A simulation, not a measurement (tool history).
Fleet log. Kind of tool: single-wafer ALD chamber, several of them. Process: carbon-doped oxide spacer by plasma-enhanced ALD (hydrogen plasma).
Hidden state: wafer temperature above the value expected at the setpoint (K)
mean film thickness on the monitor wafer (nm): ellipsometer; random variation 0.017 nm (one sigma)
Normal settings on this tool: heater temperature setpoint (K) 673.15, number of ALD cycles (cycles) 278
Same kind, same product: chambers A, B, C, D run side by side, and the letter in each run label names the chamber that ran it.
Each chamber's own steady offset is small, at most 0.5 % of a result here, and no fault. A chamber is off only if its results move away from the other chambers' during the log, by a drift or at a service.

| run | day | heater temperature setpoint (K) | number of ALD cycles (cycles) | hours since the last thermocouple change | read-back reference wafer on the same gauge, thickness_nm | mean film thickness on the monitor wafer (nm) |
|---|---|---|---|---|---|---|
|  | 0.258 | chamber B: thermocouple changed; heater temperature recalibrated |
| 1A | 0.279 | 673.15 | 278 | 1459.2 | 12.702 | 13.841 |
| 2D | 0.579 | 673.15 | 278 | 610.1 | 12.706 | 13.952 |
| 3C | 0.771 | 673.15 | 278 | 2311.2 | 12.705 | 13.937 |
| 4B | 0.992 | 673.15 | 278 | 17.7 | 12.707 | 13.958 |
| 5A | 1.158 | 673.15 | 278 | 1480.3 | 12.710 | 13.847 |
| 6C | 1.358 | 673.15 | 278 | 2325.3 | 12.715 | 13.963 |
| 7B | 1.629 | 673.15 | 278 | 33.0 | 12.710 | 13.924 |
| 8D | 1.883 | 673.15 | 278 | 641.4 | 12.716 | 13.932 |
| 9D | 2.021 | 673.15 | 278 | 644.7 | 12.717 | 13.953 |
| 10B | 2.175 | 673.15 | 278 | 46.1 | 12.715 | 13.940 |
| 11A | 2.388 | 673.15 | 278 | 1509.8 | 12.719 | 13.851 |
| 12C | 2.642 | 673.15 | 278 | 2356.1 | 12.727 | 13.992 |
| 13D | 2.892 | 673.15 | 278 | 665.6 | 12.728 | 13.897 |
| 14A | 3.121 | 673.15 | 278 | 1527.4 | 12.725 | 13.908 |
| 15C | 3.283 | 673.15 | 278 | 2371.5 | 12.729 | 13.928 |
| 16B | 3.567 | 673.15 | 278 | 79.5 | 12.730 | 13.942 |
| 17C | 3.771 | 673.15 | 278 | 2383.2 | 12.731 | 13.923 |
| 18A | 3.938 | 673.15 | 278 | 1547.0 | 12.730 | 13.860 |
| 19B | 4.204 | 673.15 | 278 | 94.8 | 12.736 | 13.987 |
| 20D | 4.429 | 673.15 | 278 | 702.5 | 12.739 | 13.930 |
| 21A | 4.621 | 685.15 | 308 | 1563.4 | 12.736 | 14.828 |
| 22D | 4.758 | 685.15 | 308 | 710.4 | 12.739 | 14.892 |
| 23C | 4.954 | 685.15 | 308 | 2411.6 | 12.738 | 14.928 |
| 24B | 5.229 | 685.15 | 308 | 119.4 | 12.742 | 14.948 |
| 25D | 5.450 | 673.15 | 278 | 727.0 | 12.743 | 13.941 |
| 26A | 5.679 | 673.15 | 278 | 1588.8 | 12.744 | 13.908 |
| 27C | 5.962 | 673.15 | 278 | 2435.8 | 12.746 | 13.963 |
| 28B | 6.196 | 673.15 | 278 | 142.6 | 12.752 | 14.003 |
| 29A | 6.329 | 678.15 | 278 | 1604.4 | 12.751 | 13.702 |
| 30C | 6.529 | 678.15 | 278 | 2449.4 | 12.756 | 13.801 |
| 31B | 6.767 | 678.15 | 278 | 156.3 | 12.752 | 13.834 |
| 32D | 6.900 | 678.15 | 278 | 761.8 | 12.757 | 13.737 |
| 33D | 7.092 | 673.15 | 278 | 766.4 | 12.757 | 13.942 |
| 34B | 7.379 | 673.15 | 278 | 171.0 | 12.754 | 13.999 |
| 35C | 7.679 | 673.15 | 278 | 2477.0 | 12.757 | 13.993 |
| 36A | 7.875 | 673.15 | 278 | 1641.5 | 12.769 | 13.907 |

Which is it: a chamber that has drifted or been left off by a service, a gauge drift common to all chambers, or only each chamber's usual small offset? If a chamber is off, name it and its likeliest cause.

The gauge drifts, so all chambers seem to drift together. No chamber is off.
Cause: gauge reads high (%) = 0.515.
